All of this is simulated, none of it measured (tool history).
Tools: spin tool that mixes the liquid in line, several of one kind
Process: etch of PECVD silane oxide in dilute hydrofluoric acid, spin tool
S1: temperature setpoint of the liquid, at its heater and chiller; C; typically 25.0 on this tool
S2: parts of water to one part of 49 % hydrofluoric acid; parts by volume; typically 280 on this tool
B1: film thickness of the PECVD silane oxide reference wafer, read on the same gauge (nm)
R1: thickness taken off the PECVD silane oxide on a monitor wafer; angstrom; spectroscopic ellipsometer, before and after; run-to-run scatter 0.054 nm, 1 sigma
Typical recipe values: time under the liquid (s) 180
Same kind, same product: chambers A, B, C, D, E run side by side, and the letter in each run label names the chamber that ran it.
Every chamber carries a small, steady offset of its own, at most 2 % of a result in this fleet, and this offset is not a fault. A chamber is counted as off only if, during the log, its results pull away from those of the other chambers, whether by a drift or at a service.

Run 1E, hour 4.8: usual settings; B1 139.97. Result: R1 119.540 angstrom.
Run 2A, hour 9.6: usual settings; B1 140.00. Result: R1 121.910 angstrom.
Run 3C, hour 14.5: usual settings; B1 140.01. Result: R1 118.580 angstrom.
Run 4B, hour 20.5: usual settings; B1 139.99. Result: R1 118.400 angstrom.
Run 5D, hour 24.9: usual settings; B1 140.02. Result: R1 121.450 angstrom.
Run 6A, hour 31.2: usual settings; B1 139.94. Result: R1 121.330 angstrom.
Run 7D, hour 37.8: usual settings; B1 140.02. Result: R1 121.380 angstrom.
Run 8B, hour 41.9: usual settings; B1 140.00. Result: R1 118.370 angstrom.
Run 9C, hour 49.1: usual settings but S1 28.5 C, time under the liquid (s) 105; B1 139.93. Result: R1 78.944 angstrom.
Run 10E, hour 55.2: usual settings but S1 28.5 C, time under the liquid (s) 105; B1 139.98. Result: R1 79.167 angstrom.
Run 11C, hour 61.8: usual settings but S1 28.5 C, time under the liquid (s) 105; B1 139.99. Result: R1 78.546 angstrom.
Run 12E, hour 66.4: usual settings but S1 28.5 C, time under the liquid (s) 105; B1 139.96. Result: R1 79.596 angstrom.
Run 13A, hour 74.2: usual settings but S1 28.5 C, time under the liquid (s) 105; B1 140.00. Result: R1 79.183 angstrom.
Run 14D, hour 78.9: usual settings; B1 139.98. Result: R1 121.020 angstrom.
Run 15B, hour 82.7: usual settings; B1 139.98. Result: R1 118.950 angstrom.
Run 16B, hour 87.9: usual settings; B1 139.95. Result: R1 119.170 angstrom.
Run 17D, hour 95.9: usual settings; B1 139.99. Result: R1 120.670 angstrom.
Run 18C, hour 101.3: usual settings but S1 30.0 C, time under the liquid (s) 260; B1 139.97. Result: R1 203.770 angstrom.
Run 19A, hour 109.3: usual settings but S1 30.0 C, time under the liquid (s) 260; B1 140.00. Result: R1 206.490 angstrom.
Run 20E, hour 117.1: usual settings but S1 30.0 C, time under the liquid (s) 260; B1 140.00. Result: R1 210.770 angstrom.
Run 21B, hour 124.1: usual settings but S1 30.0 C, time under the liquid (s) 260; B1 139.96. Result: R1 199.990 angstrom.
Run 22A, hour 127.7: usual settings but S1 30.0 C, time under the liquid (s) 260; B1 139.99. Result: R1 209.320 angstrom.
Run 23D, hour 132.5: usual settings; B1 140.00. Result: R1 121.220 angstrom.
Run 24E, hour 136.4: usual settings; B1 140.04. Result: R1 123.090 angstrom.
Run 25C, hour 143.8: usual settings; B1 139.99. Result: R1 120.140 angstrom.
Run 26D, hour 150.4: usual settings; B1 140.00. Result: R1 120.900 angstrom.
Run 27B, hour 157.4: usual settings but time under the liquid (s) 250; B1 140.06. Result: R1 164.970 angstrom.
Run 28A, hour 163.6: usual settings but time under the liquid (s) 250; B1 140.02. Result: R1 168.550 angstrom.
Run 29C, hour 170.3: usual settings but time under the liquid (s) 250; B1 139.98. Result: R1 164.810 angstrom.
Run 30E, hour 175.7: usual settings but time under the liquid (s) 250; B1 140.02. Result: R1 172.850 angstrom.
Run 31B, hour 182.9: usual settings but time under the liquid (s) 250; B1 140.02. Result: R1 164.160 angstrom.
Run 32C, hour 190.2: usual settings; B1 140.02. Result: R1 119.780 angstrom.
Run 33D, hour 195.1: usual settings; B1 139.96. Result: R1 120.920 angstrom.

Next, all 5 chambers run the settings below, one line each with question marks for the results. What does each chamber give?
Run 34A, hour 200.9: usual settings. Result: R1 ?.
Run 34B, hour 200.9: usual settings. Result: R1 ?.
Run 34C, hour 200.9: usual settings. Result: R1 ?.
Run 34D, hour 200.9: usual settings. Result: R1 ?.
Run 34E, hour 200.9: usual settings. Result: R1 ?.

run       R1
34A  121.490
34B  117.940
34C  119.240
34D  120.690
34E  125.040
